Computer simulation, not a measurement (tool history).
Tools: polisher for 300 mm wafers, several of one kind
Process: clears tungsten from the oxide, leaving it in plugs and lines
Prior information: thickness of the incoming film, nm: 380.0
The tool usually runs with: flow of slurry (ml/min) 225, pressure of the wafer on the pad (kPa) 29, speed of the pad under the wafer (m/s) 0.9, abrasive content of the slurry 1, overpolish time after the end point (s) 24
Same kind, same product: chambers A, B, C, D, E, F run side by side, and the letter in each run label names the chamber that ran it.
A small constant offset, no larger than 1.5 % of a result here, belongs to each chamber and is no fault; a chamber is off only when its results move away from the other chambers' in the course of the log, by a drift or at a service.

run   hour  flow of slurry (ml/min)  pressure of the wafer on the pad (kPa)  speed of the pad under the wafer (m/s)  abrasive content of the slurry  overpolish time after the end point (s)  wafers polished on this pad  hours since the slurry nozzle was cleaned  hours since the head pressure was calibrated  hours since the slurry blender was calibrated  hours since the slurry got fresh peroxide  time until the end point was called (s)
 1A    8.6                      225                                      29                                     0.9                               1                                       24                          638                                      165.2                                          57.9                                          335.3                                       66.4                                   86.393
 2D   15.7                      225                                      29                                     0.9                               1                                       24                          840                                      218.9                                        1035.8                                          178.9                                        163                                   90.883
      16.9  -- chamber B: slurry tank refilled with fresh slurry and peroxide
 3B     21                      225                                      29                                     0.9                               1                                       24                          486                                      413.5                                          98.9                                           47.4                                        4.2                                   87.691
      21.3  -- chamber C: worn pad replaced by a new one
 4F   29.9                      225                                      29                                     0.9                               1                                       24                          887                                      350.6                                           221                                          147.1                                      191.9                                   91.236
        34  -- chamber F: slurry tank refilled with fresh slurry and peroxide
      34.9  -- chamber D: slurry tank refilled with fresh slurry and peroxide
 5E     41                      225                                      29                                     0.9                               1                                       24                         1237                                      147.6                                         155.5                                          266.2                                       93.8                                   89.042
      43.1  -- chamber D: slurry nozzle cleaned
 6C   51.8                      225                                      29                                     0.9                               1                                       24                          171                                      225.4                                          75.9                                           95.9                                      148.2                                   95.477
 7F   57.8                      225                                      29                                     0.9                               1                                       24                         1044                                      378.5                                         248.9                                            175                                       23.9                                    89.63
      60.9  -- chamber E: worn pad replaced by a new one
      62.8  -- chamber A: slurry tank refilled with fresh slurry and peroxide
 8E   63.5                      225                                      29                                     0.9                               1                                       24                           14                                      170.1                                           178                                          288.7                                      116.3                                   91.612
      63.7  -- chamber A: slurry blender recalibrated
 9B   72.7                      225                                      29                                     0.9                               1                                       24                          776                                      465.2                                         150.6                                           99.1                                       55.9                                   90.392
      73.6  -- chamber F: worn pad replaced by a new one
      76.1  -- chamber D: head pressure recalibrated
10C   82.9                      225                                      29                                     0.9                               1                                       24                          346                                      256.5                                           107                                            127                                      179.3                                   90.169
11A   91.5                      225                                      29                                     0.9                               1                                       24                         1104                                      248.1                                         140.8                                           27.9                                       28.7                                   90.767
      97.2  -- chamber B: worn pad replaced by a new one
12D   98.5                      225                                      29                                     0.9                               1                                       24                         1306                                       55.4                                          22.4                                          261.7                                       63.6                                    92.22
     101.1  -- chamber D: worn pad replaced by a new one
     101.2  -- chamber C: slurry nozzle cleaned
     103.8  -- chamber A: worn pad replaced by a new one
13E  105.1                      225                                      29                                     0.9                               1                                       24                          249                                      211.7                                         219.6                                          330.3                                      157.9                                   91.409
14C  113.1                      225                                      29                                     0.9                               1                                       24                          516                                         12                                         137.2                                          157.2                                      209.5                                   91.679
     123.4  -- chamber B: slurry tank refilled with fresh slurry and peroxide
15A  123.4                      225                                      29                                     0.9                               1                                       24                          110                                        280                                         172.7                                           59.8                                       60.6                                   89.913
     127.1  -- chamber E: slurry nozzle cleaned
     133.6  -- chamber F: head pressure recalibrated
16D  134.5                      225                                      29                                     0.9                               1                                       24                          188                                       91.4                                          58.4                                          297.7                                       99.6                                   91.832
17F  139.6                      225                                      29                                     0.9                               1                                       24                          371                                      460.3                                           6.1                                          256.8                                      105.7                                    94.21
18B    145                      285                                      29                                     0.9                               1                                       24                          268                                      537.5                                         222.9                                          171.4                                       21.6                                   87.939
     146.5  -- chamber C: worn pad replaced by a new one
     146.6  -- chamber E: slurry tank refilled with fresh slurry and peroxide
     153.7  -- chamber B: slurry blender recalibrated
19C    155                      285                                      29                                     0.9                               1                                       24                           48                                       53.9                                         179.1                                          199.1                                      251.4                                   90.875
20B  163.5                      285                                      29                                     0.9                               1                                       24                          373                                        556                                         241.4                                            9.8                                       40.1                                   88.341
21D  172.2                      285                                      29                                     0.9                               1                                       24                          400                                      129.1                                          96.1                                          335.4                                      137.3                                   88.802
22F  179.3                      285                                      29                                     0.9                               1                                       24                          595                                        500                                          45.8                                          296.5                                      145.4                                   91.855
     181.6  -- chamber F: slurry nozzle cleaned
     184.5  -- chamber F: slurry blender recalibrated
23A  188.1                      285                                      29                                     0.9                               1                                       24                          474                                      344.7                                         237.4                                          124.5                                      125.3                                    88.24
     190.9  -- chamber A: slurry tank refilled with fresh slurry and peroxide
     193.7  -- chamber E: slurry blender recalibrated
     194.3  -- chamber D: slurry blender recalibrated
24E  195.9                      225                                      29                                     0.9                               1                                       24                          759                                       68.8                                         310.4                                            2.2                                       49.3                                   91.416
25B  206.3                      225                                      29                                     0.9                               1                                       24                          613                                      598.8                                         284.2                                           52.6                                       82.9                                   91.446
     208.1  -- chamber F: slurry tank refilled with fresh slurry and peroxide
26E  217.1                      225                                      29                                     0.9                               1                                       24                          879                                         90                                         331.6                                           23.4                                       70.5                                   90.391
     218.7  -- chamber B: slurry tank refilled with fresh slurry and peroxide
27D  227.6                      225                                      29                                     0.9                               1                                       24                          712                                      184.5                                         151.5                                           33.4                                      192.7                                   90.921
     232.2  -- chamber D: slurry tank refilled with fresh slurry and peroxide
28A  235.9                      225                                      29                                     0.9                               1                                       24                          743                                      392.5                                         285.2                                          172.3                                         45                                   89.001
29C  242.8                      225                                      29                                     0.9                               1                                       24                          542                                      141.7                                         266.9                                          286.9                                      339.2                                    99.12
     244.9  -- chamber F: worn pad replaced by a new one
30F  252.9                      225                                      29                                     0.9                               1                                       24                           45                                       71.3                                         119.4                                           68.5                                       44.8                                   93.352
     258.5  -- chamber D: slurry nozzle cleaned
31C  262.6                      225                                      29                                     0.9                               1                                       24                          653                                      161.5                                         286.7                                          306.7                                        359                                   98.115
32F  273.2                      225                                      29                                     0.9                               1                                       24                          159                                       91.6                                         139.7                                           88.8                                       65.1                                    88.51
     275.9  -- chamber C: worn pad replaced by a new one
33D  281.7                      225                                      29                                     0.9                               1                                       24                         1016                                       23.3                                         205.6                                           87.5                                       49.6                                   92.467
     281.9  -- chamber B: worn pad replaced by a new one
34A  290.8                      225                                      29                                     0.9                               1                                       24                         1052                                      447.4                                         340.1                                          227.2                                       99.9                                   91.357
     295.9  -- chamber A: worn pad replaced by a new one
     297.5  -- chamber C: slurry blender recalibrated
35B  298.6                      225                                      29                                     0.9                               1                                       24                           94                                      691.1                                         376.5                                          144.9                                       79.9                                   91.305
     304.2  -- chamber E: worn pad replaced by a new one
36E  304.6                      225                                      29                                     0.9                               1                                       24                            2                                      177.5                                         419.1                                          110.9                                        158                                   88.875
37A  311.5                      225                                      29                                     0.9                               1                                       24                           88                                      468.1                                         360.8                                          247.9                                      120.6                                   90.797
38C    318                      225                                      29                                     0.9                               1                                       24                          237                                      216.9                                         342.1                                           20.5                                      414.4                                   104.06
39D  325.1                      225                                      29                                     0.9                               1                                       24                         1260                                       66.7                                           249                                          130.9                                         93                                   91.767
     332.4  -- chamber E: slurry tank refilled with fresh slurry and peroxide
     334.2  -- chamber B: head pressure recalibrated
40F  334.3                      225                                      29                                     0.9                               1                                       24                          503                                      152.7                                         200.8                                          149.9                                      126.2                                    91.56
     335.6  -- chamber E: slurry nozzle cleaned
     341.3  -- chamber B: slurry tank refilled with fresh slurry and peroxide
41B  342.2                      225                                      29                                    1.12                            1.15                                       24                          339                                      734.7                                           8.1                                          188.5                                        0.9                                   69.842
42E  349.1                      225                                      29                                    1.12                            1.15                                       24                          253                                       13.5                                         463.6                                          155.4                                       16.8                                   70.359
43E    354                      225                                      29                                    1.12                            1.15                                       24                          280                                       18.4                                         468.5                                          160.3                                       21.7                                   69.159

Predict what each chamber gives when all 6 of them run the settings below next.
44A   362                      225                                      29                                     0.9                               1                                       24                                                                                                                                                                                                                                                        ?
44B   362                      225                                      29                                     0.9                               1                                       24                                                                                                                                                                                                                                                        ?
44C   362                      225                                      29                                     0.9                               1                                       24                                                                                                                                                                                                                                                        ?
44D   362                      225                                      29                                     0.9                               1                                       24                                                                                                                                                                                                                                                        ?
44E   362                      225                                      29                                     0.9                               1                                       24                                                                                                                                                                                                                                                        ?
44F   362                      225                                      29                                     0.9                               1                                       24                                                                                                                                                                                                                                                        ?

run  time until the end point was called (s)
44A                                   90.415
44B                                   90.724
44C                                   105.23
44D                                   90.996
44E                                   88.911
44F                                   89.833

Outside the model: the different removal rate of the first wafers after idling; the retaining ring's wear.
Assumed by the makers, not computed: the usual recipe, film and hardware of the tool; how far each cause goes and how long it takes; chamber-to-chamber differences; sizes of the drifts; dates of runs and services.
